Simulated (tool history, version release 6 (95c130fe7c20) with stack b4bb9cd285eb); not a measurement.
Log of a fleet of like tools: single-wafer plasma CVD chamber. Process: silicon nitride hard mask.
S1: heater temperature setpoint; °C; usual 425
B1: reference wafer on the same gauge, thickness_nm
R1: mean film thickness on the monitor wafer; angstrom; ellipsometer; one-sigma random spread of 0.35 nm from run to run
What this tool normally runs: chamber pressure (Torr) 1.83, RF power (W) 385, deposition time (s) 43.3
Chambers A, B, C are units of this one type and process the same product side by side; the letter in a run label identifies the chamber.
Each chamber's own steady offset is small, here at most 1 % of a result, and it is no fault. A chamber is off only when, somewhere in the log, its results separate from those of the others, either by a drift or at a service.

Run 1B, hour 12.9: usual settings; B1 58.010. Result: R1 594.31 angstrom.
Run 2C, hour 24.0: usual settings; B1 57.984. Result: R1 603.94 angstrom.
Run 3A, hour 39.0: usual settings; B1 58.032. Result: R1 602.47 angstrom.
At hour 53.2: chamber B: RF generator calibrated.
Run 4C, hour 55.5: usual settings; B1 58.041. Result: R1 603.99 angstrom.
At hour 68.8: chamber A: thermocouple changed; heater temperature recalibrated.
Run 5B, hour 70.4: usual settings; B1 58.039. Result: R1 597.87 angstrom.
Run 6A, hour 80.1: usual settings; B1 57.974. Result: R1 600.20 angstrom.
At hour 84.1: chamber B: thermocouple changed; heater temperature recalibrated.
Run 7C, hour 87.3: usual settings; B1 58.057. Result: R1 604.42 angstrom.
Run 8B, hour 95.3: usual settings; B1 57.919. Result: R1 593.17 angstrom.
Run 9A, hour 107.5: usual settings; B1 57.985. Result: R1 596.72 angstrom.
Run 10A, hour 115.2: usual settings; B1 57.963. Result: R1 591.23 angstrom.
At hour 123.9: chamber C: RF generator calibrated.
Run 11C, hour 128.0: usual settings; B1 58.008. Result: R1 606.20 angstrom.
Run 12B, hour 143.4: usual settings; B1 58.056. Result: R1 602.83 angstrom.
Run 13A, hour 158.1: usual settings; B1 58.025. Result: R1 594.79 angstrom.
Run 14B, hour 165.4: usual settings but RF power (W) 450, deposition time (s) 38.5; B1 58.063. Result: R1 579.02 angstrom.
Run 15C, hour 174.3: usual settings but RF power (W) 450, deposition time (s) 38.5; B1 58.040. Result: R1 586.55 angstrom.
Run 16C, hour 186.1: usual settings but RF power (W) 450, deposition time (s) 38.5; B1 58.000. Result: R1 589.89 angstrom.
Run 17B, hour 200.2: usual settings; B1 58.047. Result: R1 599.44 angstrom.
Run 18A, hour 212.6: usual settings; B1 57.986. Result: R1 597.54 angstrom.
Run 19C, hour 227.2: usual settings; B1 58.059. Result: R1 603.20 angstrom.
Run 20B, hour 236.5: usual settings; B1 57.948. Result: R1 595.94 angstrom.
Run 21A, hour 248.5: usual settings; B1 58.071. Result: R1 598.72 angstrom.
Run 22B, hour 262.5: usual settings; B1 58.025. Result: R1 595.71 angstrom.
At hour 274.6: chamber B: capacitance manometer re-zeroed and calibrated.
Run 23A, hour 278.9: usual settings; B1 58.059. Result: R1 590.17 angstrom.
Run 24C, hour 287.8: usual settings; B1 57.974. Result: R1 605.19 angstrom.
Run 25C, hour 295.2: usual settings; B1 58.077. Result: R1 603.10 angstrom.
Run 26A, hour 306.6: usual settings; B1 58.079. Result: R1 598.74 angstrom.
Run 27B, hour 320.4: usual settings; B1 57.903. Result: R1 589.16 angstrom.
Run 28B, hour 330.2: usual settings; B1 58.031. Result: R1 593.94 angstrom.
Run 29A, hour 344.8: usual settings; B1 57.977. Result: R1 593.61 angstrom.
Run 30C, hour 354.8: usual settings; B1 58.072. Result: R1 597.69 angstrom.
Run 31B, hour 370.7: usual settings; B1 58.051. Result: R1 595.26 angstrom.
Run 32C, hour 384.4: usual settings; B1 57.971. Result: R1 594.71 angstrom.
Run 33A, hour 400.0: usual settings; B1 57.946. Result: R1 596.45 angstrom.
Run 34C, hour 412.4: usual settings but S1 416 °C; B1 58.033. Result: R1 606.56 angstrom.
Run 35B, hour 422.4: usual settings but S1 416 °C; B1 58.010. Result: R1 599.57 angstrom.
Run 36A, hour 430.9: usual settings but S1 416 °C; B1 57.937. Result: R1 606.59 angstrom.
Run 37A, hour 442.9: usual settings; B1 57.990. Result: R1 593.40 angstrom.
Run 38C, hour 451.2: usual settings; B1 58.005. Result: R1 599.96 angstrom.

Each of the 3 chambers runs these same settings next. Fill in every chamber's results:
Run 39A, hour 463.1: usual settings. Result: R1 ?.
Run 39B, hour 463.1: usual settings. Result: R1 ?.
Run 39C, hour 463.1: usual settings. Result: R1 ?.

run      R1
39A  598.93
39B  593.93
39C  603.53
